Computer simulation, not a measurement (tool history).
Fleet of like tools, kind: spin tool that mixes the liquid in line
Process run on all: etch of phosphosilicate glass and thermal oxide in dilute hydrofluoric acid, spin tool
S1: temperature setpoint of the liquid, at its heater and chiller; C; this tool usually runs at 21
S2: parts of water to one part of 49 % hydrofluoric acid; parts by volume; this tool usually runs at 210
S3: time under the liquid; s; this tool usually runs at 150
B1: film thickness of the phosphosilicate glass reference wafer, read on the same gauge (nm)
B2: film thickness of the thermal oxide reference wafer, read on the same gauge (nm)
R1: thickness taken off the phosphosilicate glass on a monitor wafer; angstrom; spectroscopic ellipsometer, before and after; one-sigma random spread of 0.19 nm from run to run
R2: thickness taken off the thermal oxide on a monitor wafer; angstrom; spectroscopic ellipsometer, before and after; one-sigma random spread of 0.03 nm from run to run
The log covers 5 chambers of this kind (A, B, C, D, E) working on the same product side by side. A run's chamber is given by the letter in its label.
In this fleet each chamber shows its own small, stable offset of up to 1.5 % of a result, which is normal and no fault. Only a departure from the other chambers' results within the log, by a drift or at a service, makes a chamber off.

run    day    S1   S2   S3      B1      B2      R1      R2
     0.238  -- chamber C: hydrofluoric acid flow meter replaced
 1D   0.25    21  210  150  90.011      60  540.25      25
 2E  0.429    21  210  150  89.987  60.046  551.58  24.314
 3A  0.633    21  210  150  89.979   59.99   555.2  24.299
 4B  0.788    21  210  150  89.998  59.983  544.54  24.154
 5C  1.021    21  210  150  90.015  59.993   548.2  24.758
 6B  1.162    21  210  150  90.008  60.004   545.2  24.982
 7C  1.312    21  210  150  89.979  60.008  550.13  24.836
 8A  1.508    21  285  150  90.016  60.021  374.04  17.225
 9E  1.775    21  285  150  89.996  60.015  378.49  17.007
10D      2    21  285  150  90.019  59.958  369.14  17.039
11D  2.183    21  285  150  89.992  59.963  372.86  16.769
12B  2.333    21  285  150  89.992  59.975  372.68  16.891
13E  2.529    21  210  150  90.039  59.998  549.83  24.275
14C  2.688    21  210  150  90.025  60.076  549.53  24.837
15A  2.833    21  210  150   90.02  60.037  550.79  24.702
16E  3.042    21  210  150  90.005  59.994  551.63  24.552
17C  3.246    21  210  150  90.002  59.963  545.12  24.664
18A  3.479    21  210  150   90.01  60.007  550.61  25.123
19B  3.692    21  210  150  89.986   59.97  544.34  24.028
20D  3.962    21  210  150  90.007   59.98  544.03  25.231
     3.971  -- chamber A: thermometer replaced
21E  4.225    21  210  150  90.016   59.98   550.5  24.655
     4.488  -- chamber C: thermometer replaced
22B  4.504    21  210  150  90.037  59.989  545.93  24.436
23A  4.754    21  210  150  90.025  60.013   552.1  25.215
24D    4.9    21  210  150  90.016  59.984  542.24  24.891
     5.133  -- chamber D: hydrofluoric acid flow meter replaced
25C   5.15    21  210  150   89.98  60.008  543.82  24.528
26A  5.308    21  210  150  89.998  60.006  553.24  24.364
27D  5.433    21  210  150  90.013  60.064   542.4  24.749
28C  5.612    21  210  150  90.005  59.978  551.77  24.503
29B  5.788  25.5  210  150  89.983   60.05   641.1  29.182
30E  5.979  25.5  210  150  89.962  59.999  650.12  29.434
31C  6.162  25.5  210  150  90.023  60.026  648.16  29.401
32E  6.375  25.5  210  150  90.009  60.003   650.1  29.975
33B  6.529  25.5  210  150  89.997  60.001  646.63   29.08
34D  6.679    21  210  150  90.017   60.02  541.66  25.246
35A  6.867    21  210  150   90.02  59.961  554.18  24.813
36E  7.004    21  270  150  90.044  59.938  406.03  18.076

What goes on in this fleet: one chamber off, a drifting gauge, or nothing beyond the chambers' own small offsets? Name the chamber and the cause, if any.

Nothing is wrong: each chamber keeps only its own small, steady offset and the gauge holds still.
